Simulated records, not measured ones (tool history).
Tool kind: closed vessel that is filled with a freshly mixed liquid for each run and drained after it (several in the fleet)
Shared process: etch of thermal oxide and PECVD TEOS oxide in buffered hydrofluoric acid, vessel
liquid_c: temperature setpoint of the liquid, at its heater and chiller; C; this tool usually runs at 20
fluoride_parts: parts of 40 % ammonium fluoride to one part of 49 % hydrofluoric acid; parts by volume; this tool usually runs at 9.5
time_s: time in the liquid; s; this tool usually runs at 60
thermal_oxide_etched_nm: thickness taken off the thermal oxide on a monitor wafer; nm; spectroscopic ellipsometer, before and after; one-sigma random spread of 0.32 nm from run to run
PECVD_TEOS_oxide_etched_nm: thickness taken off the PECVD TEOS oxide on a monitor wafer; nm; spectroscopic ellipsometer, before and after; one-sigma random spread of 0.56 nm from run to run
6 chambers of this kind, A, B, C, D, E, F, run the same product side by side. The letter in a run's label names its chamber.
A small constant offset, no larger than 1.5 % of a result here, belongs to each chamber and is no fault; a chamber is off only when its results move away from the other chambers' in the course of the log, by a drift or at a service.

| run | hour | liquid_c | fluoride_parts | time_s | hours since the thermometer was replaced | hours since the hydrofluoric acid flow meter was replaced | read-back film thickness of the thermal oxide reference wafer, read on the same gauge (nm) | read-back film thickness of the PECVD TEOS oxide reference wafer, read on the same gauge (nm) | thermal_oxide_etched_nm | PECVD_TEOS_oxide_etched_nm |
|---|---|---|---|---|---|---|---|---|---|---|
| 1C | 6.1 | 20 | 9.5 | 60 | 571 | 748.1 | 120.03 | 149.99 | 53.968 | 143 |
| 2D | 10.1 | 20 | 9.5 | 60 | 797.7 | 626.9 | 120.01 | 150 | 54.509 | 144.98 |
| 3A | 13 | 20 | 9.5 | 60 | 1203.6 | 1230.8 | 119.99 | 149.99 | 54.235 | 145.83 |
| 4B | 16.7 | 20 | 9.5 | 60 | 1036 | 799.9 | 120.01 | 150.02 | 55.279 | 144.58 |
| 5F | 20.4 | 20 | 9.5 | 60 | 590.6 | 1103.8 | 119.99 | 150.01 | 54.531 | 144.4 |
| 6E | 25.4 | 20 | 9.5 | 60 | 1226.2 | 342.7 | 120 | 150 | 55.14 | 145.09 |
| 7F | 29.1 | 22.5 | 8 | 60 | 599.3 | 1112.5 | 120 | 150.01 | 73.691 | 195.27 |
| 8D | 35.5 | 22.5 | 8 | 60 | 823.1 | 652.3 | 120.01 | 149.99 | 74.694 | 195.17 |
| 9E | 39 | 22.5 | 8 | 60 | 1239.8 | 356.3 | 120 | 149.99 | 73.996 | 194.4 |
| 10C | 44.1 | 22.5 | 8 | 60 | 609 | 786.1 | 119.98 | 149.98 | 72.74 | 191.8 |
| 11B | 49.5 | 22.5 | 8 | 60 | 1068.8 | 832.7 | 119.99 | 149.97 | 74.047 | 195.07 |
| 12A | 54.3 | 22.5 | 8 | 60 | 1244.9 | 1272.1 | 120 | 150 | 74.037 | 198.82 |
| 13E | 59.7 | 17 | 9.5 | 60 | 1260.5 | 377 | 120 | 149.99 | 46.265 | 122.42 |
| 14F | 65.9 | 17 | 9.5 | 60 | 636.1 | 1149.3 | 120 | 150.01 | 45.725 | 121.62 |
| 15A | 71.4 | 17 | 9.5 | 60 | 1262 | 1289.2 | 120.01 | 150.01 | 46.579 | 122.43 |
|  | 76.5 | chamber F: thermometer replaced |
| 16C | 76.5 | 17 | 9.5 | 60 | 641.4 | 818.5 | 119.99 | 149.99 | 45.567 | 120.9 |
| 17D | 79.7 | 17 | 9.5 | 60 | 867.3 | 696.5 | 120 | 150.01 | 45.871 | 121.71 |
|  | 82.4 | chamber A: hydrofluoric acid flow meter replaced |
| 18B | 84.1 | 17 | 9.5 | 60 | 1103.4 | 867.3 | 120 | 150 | 47.189 | 122.12 |
| 19F | 87.9 | 20 | 9.5 | 60 | 11.4 | 1171.3 | 119.99 | 149.99 | 54.826 | 144.54 |
| 20C | 93.6 | 20 | 9.5 | 60 | 658.5 | 835.6 | 119.97 | 150.02 | 53.734 | 143.81 |
| 21A | 97.2 | 20 | 9.5 | 60 | 1287.8 | 14.8 | 120 | 150.01 | 54.223 | 146.59 |
| 22E | 103.4 | 20 | 9.5 | 60 | 1304.2 | 420.7 | 120 | 150.02 | 54.561 | 146.09 |
| 23B | 108 | 20 | 9.5 | 60 | 1127.3 | 891.2 | 120 | 150.02 | 55.527 | 144.57 |
| 24D | 111.1 | 20 | 9.5 | 60 | 898.7 | 727.9 | 119.99 | 150 | 54.806 | 143.98 |
| 25B | 115 | 20 | 9.5 | 75 | 1134.3 | 898.2 | 120.03 | 150 | 68.733 | 180.5 |
| 26D | 117.9 | 20 | 9.5 | 75 | 905.5 | 734.7 | 119.99 | 150 | 68.847 | 180.58 |
| 27A | 121.6 | 20 | 9.5 | 75 | 1312.2 | 39.2 | 120 | 149.99 | 68.456 | 181.05 |
| 28C | 127.8 | 20 | 9.5 | 75 | 692.7 | 869.8 | 120.03 | 150.02 | 67.629 | 179.55 |
| 29F | 130.7 | 20 | 9.5 | 75 | 54.2 | 1214.1 | 120.02 | 150.01 | 67.914 | 181.07 |
| 30E | 133.8 | 20 | 9.5 | 75 | 1334.6 | 451.1 | 120 | 150.01 | 68.712 | 181.25 |
| 31B | 139.5 | 20 | 9.5 | 60 | 1158.8 | 922.7 | 120.01 | 150.01 | 54.765 | 144.19 |
| 32A | 145.1 | 20 | 9.5 | 60 | 1335.7 | 62.7 | 119.99 | 150 | 54.521 | 146.05 |
| 33C | 149.5 | 20 | 9.5 | 60 | 714.4 | 891.5 | 120.01 | 149.98 | 54.733 | 144.22 |
| 34D | 152.3 | 20 | 9.5 | 60 | 939.9 | 769.1 | 120.02 | 150 | 55.325 | 144.86 |
| 35F | 156.7 | 20 | 9.5 | 60 | 80.2 | 1240.1 | 119.99 | 149.96 | 54.156 | 144.82 |
| 36E | 161.8 | 20 | 9.5 | 60 | 1362.6 | 479.1 | 120.02 | 149.98 | 55.138 | 145.24 |
| 37F | 166.8 | 20 | 9.5 | 60 | 90.3 | 1250.2 | 119.98 | 150.02 | 54.003 | 143.75 |
| 38C | 171.5 | 20 | 9.5 | 60 | 736.4 | 913.5 | 119.99 | 150 | 54.239 | 144.79 |
| 39E | 175.7 | 20 | 9.5 | 60 | 1376.5 | 493 | 120 | 149.99 | 55.047 | 145.87 |
| 40D | 180.5 | 22.5 | 9.5 | 60 | 968.1 | 797.3 | 120.02 | 149.99 | 62.939 | 165.14 |
| 41A | 185.9 | 22.5 | 9.5 | 60 | 1376.5 | 103.5 | 119.98 | 150.02 | 62.997 | 168.37 |
|  | 191.2 | chamber B: hydrofluoric acid flow meter replaced |
| 42B | 192 | 22.5 | 9.5 | 60 | 1211.3 | 0.8 | 120.03 | 149.99 | 62.687 | 166 |

Is one chamber out of step, is the gauge drifting, or do the chambers differ by no more than their own small offsets? For an off chamber, give its letter and the likeliest cause.

The fleet is healthy, with each chamber sitting at its usual small offset and no drift in the gauge.
